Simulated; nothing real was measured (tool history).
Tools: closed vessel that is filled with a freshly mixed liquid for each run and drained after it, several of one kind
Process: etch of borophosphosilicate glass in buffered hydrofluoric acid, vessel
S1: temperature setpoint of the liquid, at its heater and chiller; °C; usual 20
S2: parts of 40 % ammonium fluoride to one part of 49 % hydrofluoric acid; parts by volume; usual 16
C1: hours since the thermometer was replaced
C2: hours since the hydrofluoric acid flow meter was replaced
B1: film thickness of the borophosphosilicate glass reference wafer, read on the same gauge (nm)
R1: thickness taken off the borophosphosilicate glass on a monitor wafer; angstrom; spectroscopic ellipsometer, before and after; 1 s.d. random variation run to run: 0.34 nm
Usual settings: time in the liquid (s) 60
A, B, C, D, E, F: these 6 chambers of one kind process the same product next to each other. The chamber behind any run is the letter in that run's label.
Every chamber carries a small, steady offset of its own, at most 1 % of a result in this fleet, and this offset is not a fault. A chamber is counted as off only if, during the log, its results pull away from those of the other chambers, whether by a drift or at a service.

{"run": "1C", "hour": 6.7, "S1": 20, "S2": 16, "time in the liquid (s)": 60, "C1": 448.5, "C2": 753.8, "B1": 140.03, "R1": 379.66}
{"run": "2A", "hour": 16.3, "S1": 20, "S2": 16, "time in the liquid (s)": 60, "C1": 78.2, "C2": 1328.4, "B1": 140.03, "R1": 379.08}
{"run": "3F", "hour": 26.2, "S1": 20, "S2": 16, "time in the liquid (s)": 60, "C1": 71.8, "C2": 104.5, "B1": 140.03, "R1": 383.08}
{"run": "4B", "hour": 34.2, "S1": 20, "S2": 16, "time in the liquid (s)": 60, "C1": 592.2, "C2": 984.6, "B1": 140.02, "R1": 376.57}
{"run": "5D", "hour": 43.1, "S1": 20, "S2": 16, "time in the liquid (s)": 60, "C1": 924.0, "C2": 224.6, "B1": 139.99, "R1": 375.54}
{"run": "6E", "hour": 48.4, "S1": 20, "S2": 16, "time in the liquid (s)": 60, "C1": 514.8, "C2": 1610.1, "B1": 139.98, "R1": 379.15}
{"run": "7A", "hour": 57.1, "S1": 20, "S2": 16, "time in the liquid (s)": 60, "C1": 119.0, "C2": 1369.2, "B1": 140.04, "R1": 377.15}
{"run": "8C", "hour": 65.3, "S1": 20, "S2": 16, "time in the liquid (s)": 60, "C1": 507.1, "C2": 812.4, "B1": 140.0, "R1": 375.9}
{"run": "9B", "hour": 71.2, "S1": 20, "S2": 16, "time in the liquid (s)": 60, "C1": 629.2, "C2": 1021.6, "B1": 140.02, "R1": 370.43}
{"run": "10D", "hour": 76.7, "S1": 20, "S2": 16, "time in the liquid (s)": 60, "C1": 957.6, "C2": 258.2, "B1": 140.01, "R1": 377.24}
{"run": "11F", "hour": 81.5, "S1": 20, "S2": 16, "time in the liquid (s)": 60, "C1": 127.1, "C2": 159.8, "B1": 140.0, "R1": 373.51}
{"run": "12E", "hour": 86.0, "S1": 20, "S2": 16, "time in the liquid (s)": 60, "C1": 552.4, "C2": 1647.7, "B1": 140.03, "R1": 372.91}
{"run": "13F", "hour": 93.7, "S1": 20, "S2": 16, "time in the liquid (s)": 60, "C1": 139.3, "C2": 172.0, "B1": 140.0, "R1": 374.22}
{"hour": 100.9, "done": "chamber E: hydrofluoric acid flow meter replaced"}
{"run": "14B", "hour": 102.1, "S1": 20, "S2": 16, "time in the liquid (s)": 60, "C1": 660.1, "C2": 1052.5, "B1": 140.0, "R1": 384.58}
{"run": "15E", "hour": 109.8, "S1": 20, "S2": 16, "time in the liquid (s)": 60, "C1": 576.2, "C2": 9.0, "B1": 139.95, "R1": 373.88}
{"run": "16C", "hour": 115.1, "S1": 20, "S2": 16, "time in the liquid (s)": 60, "C1": 556.9, "C2": 862.2, "B1": 139.99, "R1": 386.06}
{"run": "17D", "hour": 124.7, "S1": 20, "S2": 16, "time in the liquid (s)": 60, "C1": 1005.6, "C2": 306.2, "B1": 140.01, "R1": 390.79}
{"run": "18A", "hour": 129.3, "S1": 20, "S2": 16, "time in the liquid (s)": 60, "C1": 191.2, "C2": 1441.4, "B1": 139.99, "R1": 383.11}
{"run": "19A", "hour": 134.7, "S1": 20, "S2": 16, "time in the liquid (s)": 60, "C1": 196.6, "C2": 1446.8, "B1": 140.0, "R1": 370.08}
{"run": "20E", "hour": 139.3, "S1": 20, "S2": 16, "time in the liquid (s)": 60, "C1": 605.7, "C2": 38.5, "B1": 140.0, "R1": 371.88}
{"run": "21B", "hour": 148.4, "S1": 20, "S2": 16, "time in the liquid (s)": 60, "C1": 706.4, "C2": 1098.8, "B1": 140.02, "R1": 376.63}
{"run": "22C", "hour": 158.6, "S1": 20, "S2": 16, "time in the liquid (s)": 60, "C1": 600.4, "C2": 905.7, "B1": 140.01, "R1": 379.68}
{"run": "23D", "hour": 166.3, "S1": 20, "S2": 16, "time in the liquid (s)": 60, "C1": 1047.2, "C2": 347.8, "B1": 139.99, "R1": 396.88}
{"run": "24F", "hour": 173.8, "S1": 20, "S2": 16, "time in the liquid (s)": 60, "C1": 219.4, "C2": 252.1, "B1": 139.99, "R1": 368.83}
{"run": "25B", "hour": 181.7, "S1": 20, "S2": 16, "time in the liquid (s)": 60, "C1": 739.7, "C2": 1132.1, "B1": 140.02, "R1": 379.92}
{"run": "26E", "hour": 187.8, "S1": 20, "S2": 16, "time in the liquid (s)": 60, "C1": 654.2, "C2": 87.0, "B1": 140.04, "R1": 379.89}
{"run": "27F", "hour": 198.2, "S1": 20, "S2": 16, "time in the liquid (s)": 60, "C1": 243.8, "C2": 276.5, "B1": 139.98, "R1": 371.27}
{"run": "28A", "hour": 202.8, "S1": 20, "S2": 16, "time in the liquid (s)": 60, "C1": 264.7, "C2": 1514.9, "B1": 140.01, "R1": 385.42}
{"hour": 203.4, "done": "chamber A: hydrofluoric acid flow meter replaced"}
{"run": "29C", "hour": 212.9, "S1": 24, "S2": 16, "time in the liquid (s)": 60, "C1": 654.7, "C2": 960.0, "B1": 140.02, "R1": 474.94}
{"run": "30D", "hour": 223.1, "S1": 24, "S2": 16, "time in the liquid (s)": 60, "C1": 1104.0, "C2": 404.6, "B1": 139.99, "R1": 511.78}
{"run": "31E", "hour": 232.7, "S1": 24, "S2": 16, "time in the liquid (s)": 60, "C1": 699.1, "C2": 131.9, "B1": 140.01, "R1": 467.08}
{"run": "32D", "hour": 239.1, "S1": 24, "S2": 16, "time in the liquid (s)": 60, "C1": 1120.0, "C2": 420.6, "B1": 140.01, "R1": 518.78}
{"run": "33F", "hour": 244.7, "S1": 24, "S2": 16, "time in the liquid (s)": 60, "C1": 290.3, "C2": 323.0, "B1": 139.97, "R1": 468.62}
{"run": "34A", "hour": 251.0, "S1": 24, "S2": 16, "time in the liquid (s)": 60, "C1": 312.9, "C2": 47.6, "B1": 140.01, "R1": 482.54}
{"run": "35C", "hour": 257.2, "S1": 20, "S2": 16, "time in the liquid (s)": 60, "C1": 699.0, "C2": 1004.3, "B1": 139.99, "R1": 373.82}
{"run": "36B", "hour": 264.1, "S1": 20, "S2": 16, "time in the liquid (s)": 60, "C1": 822.1, "C2": 1214.5, "B1": 140.0, "R1": 380.43}

For the next run the whole fleet of 6 chambers uses the same settings. Give each chamber's results:
{"run": "37A", "hour": 271.5, "S1": 20, "S2": 16, "time in the liquid (s)": 85, "R1": "?"}
{"run": "37B", "hour": 271.5, "S1": 20, "S2": 16, "time in the liquid (s)": 85, "R1": "?"}
{"run": "37C", "hour": 271.5, "S1": 20, "S2": 16, "time in the liquid (s)": 85, "R1": "?"}
{"run": "37D", "hour": 271.5, "S1": 20, "S2": 16, "time in the liquid (s)": 85, "R1": "?"}
{"run": "37E", "hour": 271.5, "S1": 20, "S2": 16, "time in the liquid (s)": 85, "R1": "?"}
{"run": "37F", "hour": 271.5, "S1": 20, "S2": 16, "time in the liquid (s)": 85, "R1": "?"}

run=37A R1=539.66
run=37B R1=533.53
run=37C R1=531.98
run=37D R1=603.16
run=37E R1=529.39
run=37F R1=528.67

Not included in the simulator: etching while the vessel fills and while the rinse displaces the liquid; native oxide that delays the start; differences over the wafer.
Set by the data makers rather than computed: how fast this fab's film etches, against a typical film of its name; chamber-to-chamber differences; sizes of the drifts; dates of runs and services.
